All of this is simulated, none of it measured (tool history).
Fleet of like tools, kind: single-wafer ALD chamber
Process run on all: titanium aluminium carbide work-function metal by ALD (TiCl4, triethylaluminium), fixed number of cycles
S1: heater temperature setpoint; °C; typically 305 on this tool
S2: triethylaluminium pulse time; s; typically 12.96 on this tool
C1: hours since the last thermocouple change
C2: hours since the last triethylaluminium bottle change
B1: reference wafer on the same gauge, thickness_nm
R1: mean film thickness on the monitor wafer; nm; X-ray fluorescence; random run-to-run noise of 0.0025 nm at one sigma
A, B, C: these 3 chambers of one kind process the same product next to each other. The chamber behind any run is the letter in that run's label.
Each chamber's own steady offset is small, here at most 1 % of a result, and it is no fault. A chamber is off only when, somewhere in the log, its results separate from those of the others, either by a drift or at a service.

run	hour	S1	S2	C1	C2	B1	R1
1A	10.2	305	12.96	2296.7	1516.8	2.3803	2.0683
2B	15.8	305	12.96	501.5	971.3	2.3805	2.0743
3C	25.2	305	12.96	919.5	496.4	2.3813	2.0730
4C	33.2	305	12.96	927.5	504.4	2.3813	2.0753
5B	38.5	298	17.98	524.2	994.0	2.3819	2.0356
6A	46.8	298	17.98	2333.3	1553.4	2.3823	2.0214
7B	55.0	298	17.98	540.7	1010.5	2.3836	2.0324
8C	63.0	305	8.86	957.3	534.2	2.3833	1.9982
9A	73.8	305	8.86	2360.3	1580.4	2.3846	1.9950
10B	85.6	305	8.86	571.3	1041.1	2.3840	2.0070
# hour 86.1: chamber A: triethylaluminium bottle replaced
11A	96.5	305	12.96	2383.0	10.5	2.3857	2.0717
12C	104.6	305	12.96	998.9	575.8	2.3860	2.0757
13A	113.7	305	12.96	2400.2	27.7	2.3856	2.0734
14C	122.4	305	12.96	1016.7	593.6	2.3858	2.0759
# hour 124.3: chamber C: triethylaluminium bottle replaced
15B	128.1	305	12.96	613.8	1083.6	2.3864	2.0821
16A	134.7	305	12.96	2421.2	48.7	2.3871	2.0727
17C	143.9	305	12.96	1038.2	19.7	2.3879	2.0785
18B	151.5	318	12.96	637.2	1107.0	2.3883	2.2030
19B	157.4	318	12.96	643.1	1112.9	2.3892	2.1976
20A	165.4	318	12.96	2451.9	79.4	2.3887	2.1931
21C	174.2	305	12.96	1068.5	50.0	2.3900	2.0804
22B	181.8	305	12.96	667.5	1137.3	2.3902	2.0816
23C	189.6	305	12.96	1083.9	65.4	2.3897	2.0825
24A	198.8	305	12.96	2485.3	112.8	2.3904	2.0763
25A	207.2	305	12.96	2493.7	121.2	2.3913	2.0745
26B	212.7	305	12.96	698.4	1168.2	2.3914	2.0896

All chambers now run identical settings, listed one chamber a line with results as question marks. What results will each chamber show?
27A	221.2	305	9.33				?
27B	221.2	305	9.33				?
27C	221.2	305	9.33				?

run	R1
27A	2.0190
27B	2.0212
27C	2.0245

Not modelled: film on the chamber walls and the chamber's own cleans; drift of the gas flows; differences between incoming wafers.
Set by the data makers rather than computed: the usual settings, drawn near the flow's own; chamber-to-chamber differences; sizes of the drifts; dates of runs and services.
